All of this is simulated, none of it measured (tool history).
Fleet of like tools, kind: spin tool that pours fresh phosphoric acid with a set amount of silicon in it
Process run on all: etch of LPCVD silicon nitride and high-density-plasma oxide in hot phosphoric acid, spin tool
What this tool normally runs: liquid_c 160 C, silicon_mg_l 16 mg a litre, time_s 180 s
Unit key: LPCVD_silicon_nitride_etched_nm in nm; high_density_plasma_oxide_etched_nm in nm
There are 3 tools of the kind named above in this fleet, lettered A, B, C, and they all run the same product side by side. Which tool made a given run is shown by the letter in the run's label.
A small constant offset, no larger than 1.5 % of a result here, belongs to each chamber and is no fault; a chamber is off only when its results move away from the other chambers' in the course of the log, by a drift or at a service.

run	hour	liquid_c	silicon_mg_l	time_s	hours since the thermometer was replaced	hours since the dissolved silicon flow meter was replaced	hours since the heated supply line was repaired	read-back film thickness of the LPCVD silicon nitride reference wafer, read on the same gauge (nm)	read-back film thickness of the high-density-plasma oxide reference wafer, read on the same gauge (nm)	LPCVD_silicon_nitride_etched_nm	high_density_plasma_oxide_etched_nm
1C	10.8	160	16	180	15.6	483.7	300.7	110.01	30.008	14.834	0.58796
2A	22.2	160	16	180	852.6	2162.8	2651.3	109.99	29.997	15.401	0.60266
3B	28.7	160	16	180	649.2	763.6	55.7	109.99	30.018	15.229	0.5855
4A	40.9	160	16	180	871.3	2181.5	2670	110.01	30.007	15.224	0.57819
5C	47.4	160	28.5	95	52.2	520.3	337.3	110.05	29.999	7.9714	0.2181
6B	57	160	28.5	95	677.5	791.9	84	110.02	29.979	7.9942	0.20411
# hour 58.2: chamber B: dissolved silicon flow meter replaced
7C	69.8	160	28.5	95	74.6	542.7	359.7	109.97	30.004	7.8985	0.21434
8A	79.1	160	16	180	909.5	2219.7	2708.2	110.01	29.993	15.184	0.57176
9B	88.1	160	16	180	708.6	29.9	115.1	110.01	30.018	15.168	0.59953
10C	100.5	160	16	180	105.3	573.4	390.4	110	29.996	15.229	0.57859
11A	109.1	160	16	180	939.5	2249.7	2738.2	110	30.009	15.451	0.60248
12B	122.9	160	16	180	743.4	64.7	149.9	109.99	30.042	15.154	0.56697
13C	134.1	160	16	180	138.9	607	424	109.96	29.984	15.064	0.66082
14B	146.9	160	16	180	767.4	88.7	173.9	110.04	29.991	15.541	0.54297
15A	161	160	16	180	991.4	2301.6	2790.1	110	30.023	15.491	0.64497
16C	170.8	160	16	180	175.6	643.7	460.7	109.98	30	15.062	0.64094
17A	184.9	160	16	130	1015.3	2325.5	2814	110.02	29.995	11.074	0.4165
18B	195.7	160	16	130	816.2	137.5	222.7	110.01	30.006	10.953	0.49463
19A	207.1	160	16	130	1037.5	2347.7	2836.2	109.99	29.964	10.999	0.38364
20C	219.6	160	16	180	224.4	692.5	509.5	110	30.011	15.074	0.61426
21B	229	160	16	180	849.5	170.8	256	109.96	30.017	15.299	0.6072
22A	238.4	160	16	180	1068.8	2379	2867.5	109.99	30.011	15.352	0.57347
23B	250.6	160	16	180	871.1	192.4	277.6	109.98	30.013	15.068	0.54126
24C	260.6	160	16	180	265.4	733.5	550.5	109.98	29.992	15.192	0.60314
25A	270.4	160	16	180	1100.8	2411	2899.5	110	30.003	15.239	0.53629
26B	283.6	160	16	180	904.1	225.4	310.6	110.02	30.02	15.411	0.64491
27C	290.6	160	16	180	295.4	763.5	580.5	110.01	30.01	15.082	0.60975
28A	297.6	158	16	110	1128	2438.2	2926.7	110	30.008	8.7585	0.29305
29C	306.3	158	16	110	311.1	779.2	596.2	109.99	29.983	8.6733	0.28565

Each of the 3 chambers runs these same settings next. Fill in every chamber's results:
30A	316.9	160	16	180						?	?
30B	316.9	160	16	180						?	?
30C	316.9	160	16	180						?	?

run	LPCVD_silicon_nitride_etched_nm	high_density_plasma_oxide_etched_nm
30A	15.207	0.55026
30B	15.312	0.57507
30C	15.13	0.57657
